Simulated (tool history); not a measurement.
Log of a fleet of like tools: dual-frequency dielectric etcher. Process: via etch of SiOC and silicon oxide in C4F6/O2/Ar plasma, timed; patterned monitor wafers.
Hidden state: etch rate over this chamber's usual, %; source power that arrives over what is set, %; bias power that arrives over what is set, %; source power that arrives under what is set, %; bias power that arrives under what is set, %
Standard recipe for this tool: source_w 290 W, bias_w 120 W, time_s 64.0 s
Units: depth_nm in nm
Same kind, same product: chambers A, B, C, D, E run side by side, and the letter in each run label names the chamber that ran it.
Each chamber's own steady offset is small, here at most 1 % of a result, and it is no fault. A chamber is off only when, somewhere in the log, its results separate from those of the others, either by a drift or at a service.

run   hour  source_w  bias_w  time_s  hours since the last wet clean  hours since the last source power generator calibration  hours since the last bias power generator calibration  read-back reference wafer on the same gauge, depth_nm  depth_nm
 1E    4.6       290     120    64.0                           174.5                                                      7.3                                                 1061.8                                                 50.681    56.821
 2C    8.9       290     120    64.0                           354.7                                                   2652.0                                                 2255.4                                                 50.705    56.047
 3D   13.1       290     120    64.0                           153.5                                                   2485.9                                                 1235.6                                                 50.744    55.966
 4A   17.0       290     120    64.0                           411.5                                                    501.4                                                 1328.5                                                 50.717    55.576
 5B   22.9       290     120    64.0                           409.2                                                   3117.5                                                 3464.0                                                 50.693    55.939
 6A   30.3       290     106    47.0                           424.8                                                    514.7                                                 1341.8                                                 50.689    39.385
 7E   37.2       290     106    47.0                           207.1                                                     39.9                                                 1094.4                                                 50.718    40.167
 8D   42.6       290     106    47.0                           183.0                                                   2515.4                                                 1265.1                                                 50.719    39.765
 9C   49.5       290     106    47.0                           395.3                                                   2692.6                                                 2296.0                                                 50.708    39.565
      55.2  -- chamber A: bias power generator calibrated
10B   56.7       290     106    47.0                           443.0                                                   3151.3                                                 3497.8                                                 50.666    39.461
11E   62.8       290      98    79.5                           232.7                                                     65.5                                                 1120.0                                                 50.680    66.188
12C   68.4       290      98    79.5                           414.2                                                   2711.5                                                 2314.9                                                 50.715    65.502
13D   73.7       290      98    79.5                           214.1                                                   2546.5                                                 1296.2                                                 50.722    65.597
      76.8  -- chamber A: wet clean of the chamber
14B   79.0       290      98    79.5                           465.3                                                   3173.6                                                 3520.1                                                 50.714    65.405
15A   83.6       290      98    79.5                             6.9                                                    568.0                                                   28.5                                                 50.684    64.901
16B   91.2       290     120    64.0                           477.5                                                   3185.8                                                 3532.3                                                 50.701    55.888
17A   96.0       290     120    64.0                            19.3                                                    580.4                                                   40.9                                                 50.725    55.568
18C  100.5       290     120    64.0                           446.3                                                   2743.6                                                 2347.0                                                 50.717    55.743
19E  107.7       290     120    64.0                           277.6                                                    110.4                                                 1164.9                                                 50.692    56.641
20D  113.3       290     120    64.0                           253.7                                                   2586.1                                                 1335.8                                                 50.703    56.127
21B  118.6       290     120    64.0                           504.9                                                   3213.2                                                 3559.7                                                 50.681    55.798
22A  125.1       290     106    64.0                            48.4                                                    609.5                                                   70.0                                                 50.687    53.565
23E  129.7       290     106    64.0                           299.6                                                    132.4                                                 1186.9                                                 50.712    54.626
     132.1  -- chamber C: wet clean of the chamber
     132.7  -- chamber E: wet clean of the chamber
24C  133.5       290     106    64.0                             1.5                                                   2776.6                                                 2380.0                                                 50.703    53.912
25D  140.2       290     106    64.0                           280.6                                                   2613.0                                                 1362.7                                                 50.677    53.922
     141.7  -- chamber B: wet clean of the chamber
26A  145.9       290     106    64.0                            69.2                                                    630.3                                                   90.8                                                 50.703    53.699
27D  151.7       290     120    64.0                           292.1                                                   2624.5                                                 1374.2                                                 50.707    55.863
28E  157.4       290     120    64.0                            24.7                                                    160.1                                                 1214.6                                                 50.686    58.442
29C  163.6       290     120    64.0                            31.6                                                   2806.7                                                 2410.1                                                 50.702    56.050
30B  170.3       290     120    64.0                            28.6                                                   3264.9                                                 3611.4                                                 50.693    56.022
31D  177.9       290     120    64.0                           318.3                                                   2650.7                                                 1400.4                                                 50.714    55.990
32B  184.9       290     120    72.5                            43.2                                                   3279.5                                                 3626.0                                                 50.671    63.122
33C  189.4       290     120    72.5                            57.4                                                   2832.5                                                 2435.9                                                 50.677    63.167
34E  194.0       290     120    72.5                            61.3                                                    196.7                                                 1251.2                                                 50.709    65.878
35A  198.3       290     120    72.5                           121.6                                                    682.7                                                  143.2                                                 50.702    62.980
36C  203.3       290     120    72.5                            71.3                                                   2846.4                                                 2449.8                                                 50.691    63.242
37D  208.9       290     120    64.0                           349.3                                                   2681.7                                                 1431.4                                                 50.685    56.035

Read the log: is a single chamber off, either drifting away or since a service, is the gauge that measures every chamber drifting, or is nothing wrong beyond small per-chamber offsets? Name any odd chamber and what most likely caused it.

After it was serviced, chamber E no longer matches the other chambers.
What lies behind it: etch rate over this chamber's usual, % = 2.86.

Chamber E could run next with any of the 4 candidate recipes listed below; each alters the usual settings, and their results appear as question marks. Which one brings its results back in line with what the other chambers deliver on the usual settings?
Counts as in line when no further than this from what the other chambers average on the usual settings: depth_nm 0.450 nm
38E-1  214.3       290     119    61.5                                                                                                                                                                                                                ?
38E-2  214.3       290     137    64.0                                                                                                                                                                                                                ?
38E-3  214.3       290     112    64.0                                                                                                                                                                                                                ?
38E-4  214.3       290     128    64.0                                                                                                                                                                                                                ?

Other chambers, usual settings, mean: depth_nm 55.830 nm
  run  depth_nm
38E-1    55.910
38E-2    60.723
38E-3    57.148
38E-4    59.473
Change 38E-1 lands the chamber within the allowed miss of the other chambers.
